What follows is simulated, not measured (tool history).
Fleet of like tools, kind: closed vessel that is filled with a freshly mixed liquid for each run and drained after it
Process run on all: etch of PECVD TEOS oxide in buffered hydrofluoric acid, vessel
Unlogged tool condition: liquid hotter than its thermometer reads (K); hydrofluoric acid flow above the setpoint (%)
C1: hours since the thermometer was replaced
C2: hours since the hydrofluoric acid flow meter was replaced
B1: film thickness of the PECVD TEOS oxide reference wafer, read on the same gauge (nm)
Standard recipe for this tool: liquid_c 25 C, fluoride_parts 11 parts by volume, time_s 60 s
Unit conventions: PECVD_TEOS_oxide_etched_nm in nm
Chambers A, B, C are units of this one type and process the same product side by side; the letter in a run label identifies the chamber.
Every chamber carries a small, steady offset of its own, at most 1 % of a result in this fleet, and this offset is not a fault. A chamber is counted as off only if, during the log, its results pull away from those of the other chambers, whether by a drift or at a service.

run 1A hour=5.2 | liquid_c=25 fluoride_parts=11 time_s=60 | C1=515.1 C2=1701.7 | B1=110.02 | PECVD_TEOS_oxide_etched_nm=82.205
run 2C hour=13.7 | liquid_c=25 fluoride_parts=11 time_s=60 | C1=1229 C2=511.9 | B1=110.02 | PECVD_TEOS_oxide_etched_nm=82.656
run 3B hour=22.9 | liquid_c=25 fluoride_parts=11 time_s=60 | C1=316.8 C2=639.5 | B1=109.99 | PECVD_TEOS_oxide_etched_nm=82.328
run 4B hour=30.5 | liquid_c=25 fluoride_parts=11 time_s=60 | C1=324.4 C2=647.1 | B1=110.01 | PECVD_TEOS_oxide_etched_nm=82.923
run 5C hour=40.6 | liquid_c=25 fluoride_parts=11 time_s=60 | C1=1255.9 C2=538.8 | B1=110 | PECVD_TEOS_oxide_etched_nm=84.089
run 6A hour=47 | liquid_c=25 fluoride_parts=11 time_s=60 | C1=556.9 C2=1743.5 | B1=109.98 | PECVD_TEOS_oxide_etched_nm=83.743
run 7A hour=55 | liquid_c=25 fluoride_parts=11 time_s=60 | C1=564.9 C2=1751.5 | B1=110.01 | PECVD_TEOS_oxide_etched_nm=84.118
run 8B hour=62.5 | liquid_c=25 fluoride_parts=11 time_s=60 | C1=356.4 C2=679.1 | B1=110.01 | PECVD_TEOS_oxide_etched_nm=82.811
run 9C hour=68.1 | liquid_c=25 fluoride_parts=11 time_s=60 | C1=1283.4 C2=566.3 | B1=110 | PECVD_TEOS_oxide_etched_nm=83.132
run 10B hour=77.1 | liquid_c=25 fluoride_parts=11 time_s=60 | C1=371 C2=693.7 | B1=110 | PECVD_TEOS_oxide_etched_nm=83.922
run 11A hour=81.7 | liquid_c=22.5 fluoride_parts=13 time_s=60 | C1=591.6 C2=1778.2 | B1=110 | PECVD_TEOS_oxide_etched_nm=61.802
run 12C hour=91.1 | liquid_c=22.5 fluoride_parts=13 time_s=60 | C1=1306.4 C2=589.3 | B1=110.01 | PECVD_TEOS_oxide_etched_nm=62.269
run 13C hour=95.7 | liquid_c=22.5 fluoride_parts=13 time_s=60 | C1=1311 C2=593.9 | B1=109.98 | PECVD_TEOS_oxide_etched_nm=62.74
run 14A hour=105.2 | liquid_c=25 fluoride_parts=11 time_s=60 | C1=615.1 C2=1801.7 | B1=109.97 | PECVD_TEOS_oxide_etched_nm=83.595
run 15B hour=114.5 | liquid_c=25 fluoride_parts=11 time_s=60 | C1=408.4 C2=731.1 | B1=110.01 | PECVD_TEOS_oxide_etched_nm=83.299
run 16B hour=122.4 | liquid_c=25 fluoride_parts=11 time_s=60 | C1=416.3 C2=739 | B1=109.99 | PECVD_TEOS_oxide_etched_nm=84.327
run 17A hour=130.8 | liquid_c=25 fluoride_parts=11 time_s=60 | C1=640.7 C2=1827.3 | B1=109.99 | PECVD_TEOS_oxide_etched_nm=82.482
run 18C hour=139 | liquid_c=25 fluoride_parts=11 time_s=60 | C1=1354.3 C2=637.2 | B1=109.99 | PECVD_TEOS_oxide_etched_nm=84.198
run 19C hour=146.5 | liquid_c=25 fluoride_parts=11 time_s=60 | C1=1361.8 C2=644.7 | B1=110.01 | PECVD_TEOS_oxide_etched_nm=84.093
run 20B hour=151.4 | liquid_c=25 fluoride_parts=11 time_s=60 | C1=445.3 C2=768 | B1=109.99 | PECVD_TEOS_oxide_etched_nm=84.168
run 21A hour=158.6 | liquid_c=25 fluoride_parts=11 time_s=60 | C1=668.5 C2=1855.1 | B1=110.05 | PECVD_TEOS_oxide_etched_nm=83.032
-- hour=163.1 chamber A: hydrofluoric acid flow meter replaced
run 22C hour=164.6 | liquid_c=25 fluoride_parts=11 time_s=60 | C1=1379.9 C2=662.8 | B1=109.99 | PECVD_TEOS_oxide_etched_nm=85.346
run 23A hour=173.7 | liquid_c=25 fluoride_parts=11 time_s=60 | C1=683.6 C2=10.7 | B1=109.98 | PECVD_TEOS_oxide_etched_nm=82.46
run 24B hour=181.9 | liquid_c=25 fluoride_parts=11 time_s=60 | C1=475.8 C2=798.5 | B1=110.02 | PECVD_TEOS_oxide_etched_nm=82.412
run 25B hour=189.1 | liquid_c=25 fluoride_parts=11 time_s=60 | C1=483 C2=805.7 | B1=109.99 | PECVD_TEOS_oxide_etched_nm=83.511
run 26C hour=195.9 | liquid_c=25 fluoride_parts=11 time_s=60 | C1=1411.2 C2=694.1 | B1=110.04 | PECVD_TEOS_oxide_etched_nm=86.72
run 27A hour=202.7 | liquid_c=25 fluoride_parts=11 time_s=60 | C1=712.6 C2=39.7 | B1=110.03 | PECVD_TEOS_oxide_etched_nm=83.585
run 28B hour=211.6 | liquid_c=25 fluoride_parts=7 time_s=30 | C1=505.5 C2=828.2 | B1=110 | PECVD_TEOS_oxide_etched_nm=64.211
run 29C hour=220.8 | liquid_c=25 fluoride_parts=7 time_s=30 | C1=1436.1 C2=719 | B1=110 | PECVD_TEOS_oxide_etched_nm=69.494
run 30A hour=226.4 | liquid_c=25 fluoride_parts=7 time_s=30 | C1=736.3 C2=63.4 | B1=110 | PECVD_TEOS_oxide_etched_nm=64.492
run 31B hour=233.6 | liquid_c=25 fluoride_parts=11 time_s=60 | C1=527.5 C2=850.2 | B1=110 | PECVD_TEOS_oxide_etched_nm=83.453
run 32C hour=241.8 | liquid_c=25 fluoride_parts=11 time_s=60 | C1=1457.1 C2=740 | B1=109.98 | PECVD_TEOS_oxide_etched_nm=87.755
run 33A hour=249.6 | liquid_c=25 fluoride_parts=11 time_s=60 | C1=759.5 C2=86.6 | B1=109.99 | PECVD_TEOS_oxide_etched_nm=82.145
run 34A hour=258.5 | liquid_c=25 fluoride_parts=11 time_s=60 | C1=768.4 C2=95.5 | B1=110.01 | PECVD_TEOS_oxide_etched_nm=82.762

Is one chamber out of step, is the gauge drifting, or do the chambers differ by no more than their own small offsets? For an off chamber, give its letter and the likeliest cause.

Chamber C drifts away from the others.
Cause: liquid hotter than its thermometer reads (K) = 1.52.
From this log alone, it may not be told apart from: hydrofluoric acid flow above the setpoint (%).

Below are 4 candidate recipes for chamber C's next run, each the usual settings with a change, their results shown as question marks. Which of them brings C's results back in line with what the other chambers give on the usual settings?
In line means no further than this from the other chambers' mean on the usual settings: PECVD_TEOS_oxide_etched_nm 2.5 nm
run 35C-1 hour=265.8 | liquid_c=25 fluoride_parts=11 time_s=55 | PECVD_TEOS_oxide_etched_nm=?
run 35C-2 hour=265.8 | liquid_c=25.5 fluoride_parts=10.5 time_s=65 | PECVD_TEOS_oxide_etched_nm=?
run 35C-3 hour=265.8 | liquid_c=26.5 fluoride_parts=11 time_s=60 | PECVD_TEOS_oxide_etched_nm=?
run 35C-4 hour=265.8 | liquid_c=24.5 fluoride_parts=11.5 time_s=55 | PECVD_TEOS_oxide_etched_nm=?

The other chambers' mean on the usual settings: PECVD_TEOS_oxide_etched_nm 83.053 nm
run=35C-1 PECVD_TEOS_oxide_etched_nm=83.382
run=35C-2 PECVD_TEOS_oxide_etched_nm=105.99
run=35C-3 PECVD_TEOS_oxide_etched_nm=98.651
run=35C-4 PECVD_TEOS_oxide_etched_nm=77.668
35C-1 brings the chamber back in line.
